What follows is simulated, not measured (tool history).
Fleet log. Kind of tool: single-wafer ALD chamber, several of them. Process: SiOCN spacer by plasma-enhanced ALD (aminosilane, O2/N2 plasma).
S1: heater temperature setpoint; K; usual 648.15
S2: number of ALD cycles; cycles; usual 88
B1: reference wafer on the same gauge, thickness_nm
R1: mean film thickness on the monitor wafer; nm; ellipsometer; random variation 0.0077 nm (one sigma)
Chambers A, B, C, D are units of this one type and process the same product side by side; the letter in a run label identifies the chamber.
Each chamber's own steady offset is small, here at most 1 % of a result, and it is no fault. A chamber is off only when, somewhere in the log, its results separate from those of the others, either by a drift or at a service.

Run 1C, hour 8.0: usual settings; B1 6.1010. Result: R1 5.3386 nm.
Run 2D, hour 13.3: usual settings; B1 6.1003. Result: R1 5.3441 nm.
Run 3A, hour 23.4: usual settings; B1 6.1041. Result: R1 5.3128 nm.
Run 4B, hour 31.7: usual settings; B1 6.1017. Result: R1 5.3239 nm.
Run 5C, hour 41.3: usual settings; B1 6.1050. Result: R1 5.3554 nm.
Run 6B, hour 47.7: usual settings; B1 6.1037. Result: R1 5.3262 nm.
Run 7A, hour 53.6: usual settings but S1 653.15 K, S2 104 cycles; B1 6.1038. Result: R1 6.2719 nm.
Run 8D, hour 62.3: usual settings but S1 653.15 K, S2 104 cycles; B1 6.1052. Result: R1 6.3097 nm.
Run 9C, hour 73.1: usual settings but S1 653.15 K, S2 104 cycles; B1 6.1071. Result: R1 6.3275 nm.
Run 10A, hour 83.4: usual settings but S1 653.15 K, S2 104 cycles; B1 6.1078. Result: R1 6.2713 nm.
Run 11B, hour 94.1: usual settings; B1 6.1087. Result: R1 5.3377 nm.
Run 12D, hour 106.1: usual settings; B1 6.1107. Result: R1 5.3464 nm.
Run 13D, hour 116.4: usual settings but S1 659.15 K; B1 6.1124. Result: R1 5.3562 nm.
Run 14A, hour 128.2: usual settings but S1 659.15 K; B1 6.1117. Result: R1 5.3102 nm.
Run 15B, hour 138.7: usual settings but S1 659.15 K; B1 6.1137. Result: R1 5.3343 nm.
Run 16C, hour 148.7: usual settings but S1 659.15 K; B1 6.1154. Result: R1 5.3700 nm.
Run 17A, hour 159.3: usual settings; B1 6.1158. Result: R1 5.3136 nm.
Run 18C, hour 166.0: usual settings; B1 6.1143. Result: R1 5.3489 nm.
Run 19D, hour 176.4: usual settings; B1 6.1165. Result: R1 5.3521 nm.
Run 20B, hour 184.3: usual settings but S1 655.15 K, S2 79 cycles; B1 6.1173. Result: R1 4.7920 nm.
Run 21A, hour 189.5: usual settings but S1 655.15 K, S2 79 cycles; B1 6.1173. Result: R1 4.7775 nm.
Run 22D, hour 201.3: usual settings but S1 655.15 K, S2 79 cycles; B1 6.1189. Result: R1 4.8087 nm.
Run 23C, hour 212.9: usual settings but S1 655.15 K, S2 79 cycles; B1 6.1193. Result: R1 4.8111 nm.
Run 24B, hour 223.4: usual settings but S1 635.15 K, S2 82 cycles; B1 6.1230. Result: R1 4.9632 nm.
Run 25C, hour 229.8: usual settings but S1 635.15 K, S2 82 cycles; B1 6.1199. Result: R1 4.9882 nm.
Run 26B, hour 241.5: usual settings but S1 635.15 K, S2 82 cycles; B1 6.1231. Result: R1 4.9880 nm.
Run 27D, hour 250.4: usual settings but S1 635.15 K, S2 82 cycles; B1 6.1263. Result: R1 4.9948 nm.
Run 28A, hour 260.7: usual settings; B1 6.1255. Result: R1 5.3472 nm.
Run 29B, hour 269.4: usual settings; B1 6.1264. Result: R1 5.3401 nm.
Run 30D, hour 276.6: usual settings; B1 6.1260. Result: R1 5.3643 nm.
Run 31C, hour 286.1: usual settings but S1 643.15 K, S2 80 cycles; B1 6.1258. Result: R1 4.8810 nm.
Run 32A, hour 297.9: usual settings but S1 643.15 K, S2 80 cycles; B1 6.1279. Result: R1 4.8431 nm.
Run 33D, hour 306.7: usual settings but S1 643.15 K, S2 80 cycles; B1 6.1300. Result: R1 4.8831 nm.
Run 34A, hour 316.5: usual settings but S1 643.15 K, S2 80 cycles; B1 6.1308. Result: R1 4.8526 nm.
Run 35C, hour 328.6: usual settings; B1 6.1324. Result: R1 5.3766 nm.
Run 36B, hour 338.5: usual settings; B1 6.1333. Result: R1 5.3527 nm.
Run 37B, hour 346.5: usual settings; B1 6.1342. Result: R1 5.3639 nm.
Run 38A, hour 352.3: usual settings; B1 6.1352. Result: R1 5.3337 nm.
Run 39D, hour 362.7: usual settings; B1 6.1344. Result: R1 5.3682 nm.
Run 40C, hour 373.3: usual settings; B1 6.1329. Result: R1 5.3782 nm.

Has any chamber moved away from the others, gradually or after a service, or does the common gauge drift, or do the chambers differ only by their own small steady offsets? State the chamber and the most likely cause if one applies.

No chamber is off; the gauge reading every chamber's wafers drifts, which makes the whole fleet appear to move together.
Cause: gauge reads high (%) = 0.591.
